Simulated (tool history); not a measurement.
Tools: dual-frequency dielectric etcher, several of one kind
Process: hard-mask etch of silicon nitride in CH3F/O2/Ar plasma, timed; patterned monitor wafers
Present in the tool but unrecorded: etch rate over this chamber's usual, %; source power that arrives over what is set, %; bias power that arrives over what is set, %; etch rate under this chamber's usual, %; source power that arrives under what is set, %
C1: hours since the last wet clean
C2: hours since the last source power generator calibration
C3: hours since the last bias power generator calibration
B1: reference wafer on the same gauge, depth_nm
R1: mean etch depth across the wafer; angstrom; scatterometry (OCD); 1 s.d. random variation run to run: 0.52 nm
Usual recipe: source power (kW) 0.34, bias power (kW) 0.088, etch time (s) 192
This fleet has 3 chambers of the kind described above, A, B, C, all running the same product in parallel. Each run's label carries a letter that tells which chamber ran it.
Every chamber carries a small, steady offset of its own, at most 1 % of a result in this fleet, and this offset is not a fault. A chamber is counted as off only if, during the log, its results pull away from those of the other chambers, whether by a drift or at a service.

{"run": "1C", "hour": 3.6, "source power (kW)": 0.34, "bias power (kW)": 0.088, "etch time (s)": 192, "C1": 280.1, "C2": 186.7, "C3": 1767.7, "B1": 124.93, "R1": 1372.6}
{"run": "2B", "hour": 7.3, "source power (kW)": 0.34, "bias power (kW)": 0.088, "etch time (s)": 192, "C1": 168.2, "C2": 857.2, "C3": 731.4, "B1": 125.02, "R1": 1365.4}
{"run": "3A", "hour": 10.7, "source power (kW)": 0.34, "bias power (kW)": 0.088, "etch time (s)": 192, "C1": 230.8, "C2": 1992.8, "C3": 1137.6, "B1": 124.98, "R1": 1356}
{"run": "4C", "hour": 14.7, "source power (kW)": 0.34, "bias power (kW)": 0.088, "etch time (s)": 192, "C1": 291.2, "C2": 197.8, "C3": 1778.8, "B1": 125.17, "R1": 1363}
{"run": "5A", "hour": 17.2, "source power (kW)": 0.34, "bias power (kW)": 0.088, "etch time (s)": 192, "C1": 237.3, "C2": 1999.3, "C3": 1144.1, "B1": 125, "R1": 1355.4}
{"run": "6B", "hour": 19.3, "source power (kW)": 0.34, "bias power (kW)": 0.088, "etch time (s)": 192, "C1": 180.2, "C2": 869.2, "C3": 743.4, "B1": 125.04, "R1": 1371.7}
{"run": "7C", "hour": 23.4, "source power (kW)": 0.34, "bias power (kW)": 0.088, "etch time (s)": 192, "C1": 299.9, "C2": 206.5, "C3": 1787.5, "B1": 125.02, "R1": 1369.6}
{"run": "8B", "hour": 26.2, "source power (kW)": 0.34, "bias power (kW)": 0.102, "etch time (s)": 136, "C1": 187.1, "C2": 876.1, "C3": 750.3, "B1": 125, "R1": 1033.5}
{"run": "9A", "hour": 29.3, "source power (kW)": 0.34, "bias power (kW)": 0.102, "etch time (s)": 136, "C1": 249.4, "C2": 2011.4, "C3": 1156.2, "B1": 125.13, "R1": 1013.3}
{"run": "10C", "hour": 32.9, "source power (kW)": 0.34, "bias power (kW)": 0.102, "etch time (s)": 136, "C1": 309.4, "C2": 216, "C3": 1797, "B1": 125.09, "R1": 1026.4}
{"run": "11B", "hour": 36.0, "source power (kW)": 0.34, "bias power (kW)": 0.088, "etch time (s)": 192, "C1": 196.9, "C2": 885.9, "C3": 760.1, "B1": 125.06, "R1": 1365.2}
{"run": "12A", "hour": 39.3, "source power (kW)": 0.27, "bias power (kW)": 0.088, "etch time (s)": 154.5, "C1": 259.4, "C2": 2021.4, "C3": 1166.2, "B1": 125.02, "R1": 998.35}
{"run": "13C", "hour": 42.5, "source power (kW)": 0.27, "bias power (kW)": 0.088, "etch time (s)": 154.5, "C1": 319, "C2": 225.6, "C3": 1806.6, "B1": 124.96, "R1": 1006.8}
{"run": "14B", "hour": 45.4, "source power (kW)": 0.27, "bias power (kW)": 0.088, "etch time (s)": 154.5, "C1": 206.3, "C2": 895.3, "C3": 769.5, "B1": 124.95, "R1": 1010.3}
{"run": "15A", "hour": 47.9, "source power (kW)": 0.34, "bias power (kW)": 0.088, "etch time (s)": 192, "C1": 268, "C2": 2030, "C3": 1174.8, "B1": 125.04, "R1": 1355.7}
{"run": "16A", "hour": 51.4, "source power (kW)": 0.29, "bias power (kW)": 0.067, "etch time (s)": 192, "C1": 271.5, "C2": 2033.5, "C3": 1178.3, "B1": 125.17, "R1": 1154}
{"run": "17C", "hour": 55.8, "source power (kW)": 0.29, "bias power (kW)": 0.067, "etch time (s)": 192, "C1": 332.3, "C2": 238.9, "C3": 1819.9, "B1": 124.99, "R1": 1150.7}
{"run": "18B", "hour": 58.3, "source power (kW)": 0.29, "bias power (kW)": 0.067, "etch time (s)": 192, "C1": 219.2, "C2": 908.2, "C3": 782.4, "B1": 124.9, "R1": 1166.7}
{"run": "19A", "hour": 61.9, "source power (kW)": 0.34, "bias power (kW)": 0.088, "etch time (s)": 192, "C1": 282, "C2": 2044, "C3": 1188.8, "B1": 124.91, "R1": 1357.3}
{"run": "20B", "hour": 63.9, "source power (kW)": 0.34, "bias power (kW)": 0.088, "etch time (s)": 192, "C1": 224.8, "C2": 913.8, "C3": 788, "B1": 124.97, "R1": 1363.3}
{"run": "21C", "hour": 65.8, "source power (kW)": 0.34, "bias power (kW)": 0.088, "etch time (s)": 192, "C1": 342.3, "C2": 248.9, "C3": 1829.9, "B1": 124.99, "R1": 1333.6}
{"run": "22C", "hour": 68.4, "source power (kW)": 0.34, "bias power (kW)": 0.088, "etch time (s)": 192, "C1": 344.9, "C2": 251.5, "C3": 1832.5, "B1": 125.02, "R1": 1338.1}
{"run": "23A", "hour": 72.8, "source power (kW)": 0.34, "bias power (kW)": 0.088, "etch time (s)": 192, "C1": 292.9, "C2": 2054.9, "C3": 1199.7, "B1": 125.05, "R1": 1359.6}
{"run": "24B", "hour": 76.8, "source power (kW)": 0.34, "bias power (kW)": 0.088, "etch time (s)": 192, "C1": 237.7, "C2": 926.7, "C3": 800.9, "B1": 124.94, "R1": 1372.8}

Each of the 3 chambers runs these same settings next. Fill in every chamber's results:
{"run": "25A", "hour": 80.0, "source power (kW)": 0.34, "bias power (kW)": 0.088, "etch time (s)": 165, "R1": "?"}
{"run": "25B", "hour": 80.0, "source power (kW)": 0.34, "bias power (kW)": 0.088, "etch time (s)": 165, "R1": "?"}
{"run": "25C", "hour": 80.0, "source power (kW)": 0.34, "bias power (kW)": 0.088, "etch time (s)": 165, "R1": "?"}

run=25A R1=1161.5
run=25B R1=1176.9
run=25C R1=1132.1
